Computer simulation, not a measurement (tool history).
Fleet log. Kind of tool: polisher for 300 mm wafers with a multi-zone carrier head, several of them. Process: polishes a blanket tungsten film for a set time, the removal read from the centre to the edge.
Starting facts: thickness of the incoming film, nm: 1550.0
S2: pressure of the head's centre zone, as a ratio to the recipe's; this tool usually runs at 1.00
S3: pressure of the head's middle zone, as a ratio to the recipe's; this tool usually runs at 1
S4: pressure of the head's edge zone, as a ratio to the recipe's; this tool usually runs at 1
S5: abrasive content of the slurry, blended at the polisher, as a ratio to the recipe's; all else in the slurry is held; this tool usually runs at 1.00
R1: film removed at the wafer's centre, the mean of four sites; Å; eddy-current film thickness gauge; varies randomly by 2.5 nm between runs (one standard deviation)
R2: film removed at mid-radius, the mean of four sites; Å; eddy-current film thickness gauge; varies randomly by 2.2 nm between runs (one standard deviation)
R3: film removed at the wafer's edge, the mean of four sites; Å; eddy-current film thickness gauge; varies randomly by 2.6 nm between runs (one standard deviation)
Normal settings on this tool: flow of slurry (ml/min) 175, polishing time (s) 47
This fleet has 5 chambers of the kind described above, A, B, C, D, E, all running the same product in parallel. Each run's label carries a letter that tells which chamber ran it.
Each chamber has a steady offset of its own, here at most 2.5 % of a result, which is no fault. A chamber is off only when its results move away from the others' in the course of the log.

run 1E hour=6.9 | flow_of_slurry_(ml/min)=175 S2=1.00 S3=1 S4=1 S5=1.00 polishing_time_(s)=47 | R1=2617.6 R2=2578.9 R3=2580.2
run 2A hour=11.9 | flow_of_slurry_(ml/min)=175 S2=1.00 S3=1 S4=1 S5=1.00 polishing_time_(s)=47 | R1=2580.8 R2=2585.5 R3=2588.9
-- hour=17.2 chamber B: worn pad replaced by a new one
run 3B hour=17.8 | flow_of_slurry_(ml/min)=175 S2=1.00 S3=1 S4=1 S5=1.00 polishing_time_(s)=47 | R1=2600.8 R2=2568.4 R3=2568.1
run 4C hour=22.5 | flow_of_slurry_(ml/min)=175 S2=1.00 S3=1 S4=1 S5=1.00 polishing_time_(s)=47 | R1=2547.8 R2=2572.7 R3=2555.1
run 5D hour=30.2 | flow_of_slurry_(ml/min)=175 S2=1.00 S3=1 S4=1 S5=1.00 polishing_time_(s)=47 | R1=2530.4 R2=2519.4 R3=2527.9
-- hour=33.6 chamber C: worn pad replaced by a new one
-- hour=34.3 chamber E: worn pad replaced by a new one
run 6B hour=40.2 | flow_of_slurry_(ml/min)=175 S2=1.00 S3=1 S4=1 S5=1.00 polishing_time_(s)=47 | R1=2559.8 R2=2552.8 R3=2592.8
run 7C hour=48.3 | flow_of_slurry_(ml/min)=175 S2=1.00 S3=1 S4=1 S5=1.00 polishing_time_(s)=47 | R1=2526.5 R2=2576.2 R3=2539.7
-- hour=54.7 chamber B: slurry nozzle cleaned
run 8E hour=57.3 | flow_of_slurry_(ml/min)=175 S2=1.00 S3=1 S4=1 S5=1.00 polishing_time_(s)=47 | R1=2547.2 R2=2584.6 R3=2582.7
run 9D hour=65.5 | flow_of_slurry_(ml/min)=175 S2=1.00 S3=1 S4=1 S5=1.00 polishing_time_(s)=47 | R1=2510.2 R2=2529.3 R3=2507.0
-- hour=73.0 chamber A: slurry nozzle cleaned
run 10A hour=75.0 | flow_of_slurry_(ml/min)=175 S2=1.00 S3=1 S4=1 S5=1.00 polishing_time_(s)=47 | R1=2626.1 R2=2583.1 R3=2597.3
run 11D hour=82.1 | flow_of_slurry_(ml/min)=175 S2=1.00 S3=1 S4=1 S5=1.00 polishing_time_(s)=47 | R1=2527.8 R2=2509.8 R3=2527.8
-- hour=85.0 chamber D: worn pad replaced by a new one
run 12B hour=89.6 | flow_of_slurry_(ml/min)=175 S2=1.00 S3=1 S4=1 S5=1.00 polishing_time_(s)=47 | R1=2559.7 R2=2526.0 R3=2593.8
run 13E hour=100.3 | flow_of_slurry_(ml/min)=175 S2=0.90 S3=1 S4=1 S5=1.00 polishing_time_(s)=59 | R1=2914.1 R2=3274.5 R3=3262.1
run 14A hour=106.7 | flow_of_slurry_(ml/min)=175 S2=0.90 S3=1 S4=1 S5=1.00 polishing_time_(s)=59 | R1=2880.0 R2=3250.7 R3=3222.2
run 15C hour=113.3 | flow_of_slurry_(ml/min)=175 S2=0.90 S3=1 S4=1 S5=1.00 polishing_time_(s)=59 | R1=2810.0 R2=3146.7 R3=3200.9
-- hour=117.6 chamber A: worn pad replaced by a new one
-- hour=122.8 chamber C: edge zone pressure recalibrated
run 16E hour=123.7 | flow_of_slurry_(ml/min)=175 S2=0.90 S3=1 S4=1 S5=1.00 polishing_time_(s)=59 | R1=2867.6 R2=3315.1 R3=3238.0
-- hour=125.0 chamber E: centre zone pressure recalibrated
-- hour=127.0 chamber C: worn pad replaced by a new one
run 17B hour=132.6 | flow_of_slurry_(ml/min)=175 S2=0.90 S3=1 S4=1 S5=1.00 polishing_time_(s)=59 | R1=2886.6 R2=3197.5 R3=3235.1
-- hour=135.0 chamber E: slurry nozzle cleaned
run 18C hour=140.7 | flow_of_slurry_(ml/min)=175 S2=1.00 S3=1 S4=1 S5=1.00 polishing_time_(s)=47 | R1=2496.0 R2=2588.5 R3=2512.2
run 19A hour=149.2 | flow_of_slurry_(ml/min)=175 S2=1.00 S3=1 S4=1 S5=1.15 polishing_time_(s)=47 | R1=2683.3 R2=2681.2 R3=2710.1
-- hour=152.6 chamber A: centre zone pressure recalibrated
run 20D hour=158.9 | flow_of_slurry_(ml/min)=175 S2=1.00 S3=1 S4=1 S5=1.15 polishing_time_(s)=47 | R1=2518.6 R2=2562.6 R3=2567.0
run 21C hour=168.7 | flow_of_slurry_(ml/min)=175 S2=1.00 S3=1 S4=1 S5=1.15 polishing_time_(s)=47 | R1=2659.9 R2=2591.6 R3=2605.0
-- hour=169.9 chamber E: worn pad replaced by a new one
run 22D hour=175.4 | flow_of_slurry_(ml/min)=175 S2=1.00 S3=1 S4=1 S5=1.15 polishing_time_(s)=47 | R1=2501.9 R2=2549.9 R3=2578.5
run 23E hour=181.3 | flow_of_slurry_(ml/min)=175 S2=1.00 S3=1 S4=1 S5=1.15 polishing_time_(s)=47 | R1=2670.8 R2=2713.8 R3=2689.3
-- hour=185.6 chamber D: worn pad replaced by a new one
run 24B hour=187.8 | flow_of_slurry_(ml/min)=175 S2=1.07 S3=1 S4=1 S5=1.00 polishing_time_(s)=47 | R1=2806.1 R2=2576.4 R3=2573.9
run 25A hour=197.4 | flow_of_slurry_(ml/min)=175 S2=1.07 S3=1 S4=1 S5=1.00 polishing_time_(s)=47 | R1=2771.0 R2=2620.1 R3=2629.6
run 26C hour=203.3 | flow_of_slurry_(ml/min)=175 S2=1.07 S3=1 S4=1 S5=1.00 polishing_time_(s)=47 | R1=2724.5 R2=2558.2 R3=2552.8
run 27D hour=212.9 | flow_of_slurry_(ml/min)=175 S2=1.07 S3=1 S4=1 S5=1.00 polishing_time_(s)=47 | R1=2603.3 R2=2470.3 R3=2455.7
run 28E hour=223.5 | flow_of_slurry_(ml/min)=175 S2=1.07 S3=1 S4=1 S5=1.00 polishing_time_(s)=47 | R1=2760.8 R2=2667.4 R3=2532.6
-- hour=231.5 chamber A: worn pad replaced by a new one
run 29A hour=234.1 | flow_of_slurry_(ml/min)=175 S2=1.00 S3=1 S4=1 S5=1.25 polishing_time_(s)=47 | R1=2781.3 R2=2728.3 R3=2712.2
-- hour=237.6 chamber B: worn pad replaced by a new one
run 30B hour=242.2 | flow_of_slurry_(ml/min)=175 S2=1.00 S3=1 S4=1 S5=1.25 polishing_time_(s)=47 | R1=2733.3 R2=2717.6 R3=2691.8
run 31E hour=252.0 | flow_of_slurry_(ml/min)=175 S2=1.00 S3=1 S4=1 S5=1.25 polishing_time_(s)=47 | R1=2715.8 R2=2773.2 R3=2723.6

Which is it: a chamber that has drifted or been left off by a service, a gauge drift common to all chambers, or only each chamber's usual small offset? If a chamber is off, name it and its likeliest cause.

Chamber D drifts away from the others.
Likeliest cause: slurry flow missing at the pad, % = 29.4.

Chamber D could run next with any of the 4 candidate recipes listed below; each alters the usual settings, and their results appear as question marks. Which one brings its results back in line with what the other chambers deliver on the usual settings?
A result is in line if it is within this distance of the other chambers' mean on the usual settings: R1 88.0 Å; R2 76.0 Å; R3 89.0 Å
run 32D-1 hour=259.7 | flow_of_slurry_(ml/min)=165 S2=0.97 S3=0.98 S4=1.02 S5=1.00 polishing_time_(s)=43 | R1=? R2=? R3=?
run 32D-2 hour=259.7 | flow_of_slurry_(ml/min)=185 S2=1.03 S3=1.02 S4=0.98 S5=1.00 polishing_time_(s)=52 | R1=? R2=? R3=?
run 32D-3 hour=259.7 | flow_of_slurry_(ml/min)=180 S2=1.02 S3=1.01 S4=0.99 S5=1.00 polishing_time_(s)=50 | R1=? R2=? R3=?
run 32D-4 hour=259.7 | flow_of_slurry_(ml/min)=170 S2=0.98 S3=0.99 S4=1.01 S5=1.00 polishing_time_(s)=44 | R1=? R2=? R3=?

Mean of the other chambers on the usual settings: R1 2567.7 Å; R2 2581.5 Å; R3 2572.2 Å
run=32D-1 R1=2049.8 R2=2121.5 R3=2217.3
run=32D-2 R1=2725.9 R2=2730.9 R3=2671.7
run=32D-3 R1=2575.8 R2=2586.8 R3=2572.3
run=32D-4 R1=2138.3 R2=2206.6 R3=2267.7
32D-3 puts the chamber back in line with the other chambers.
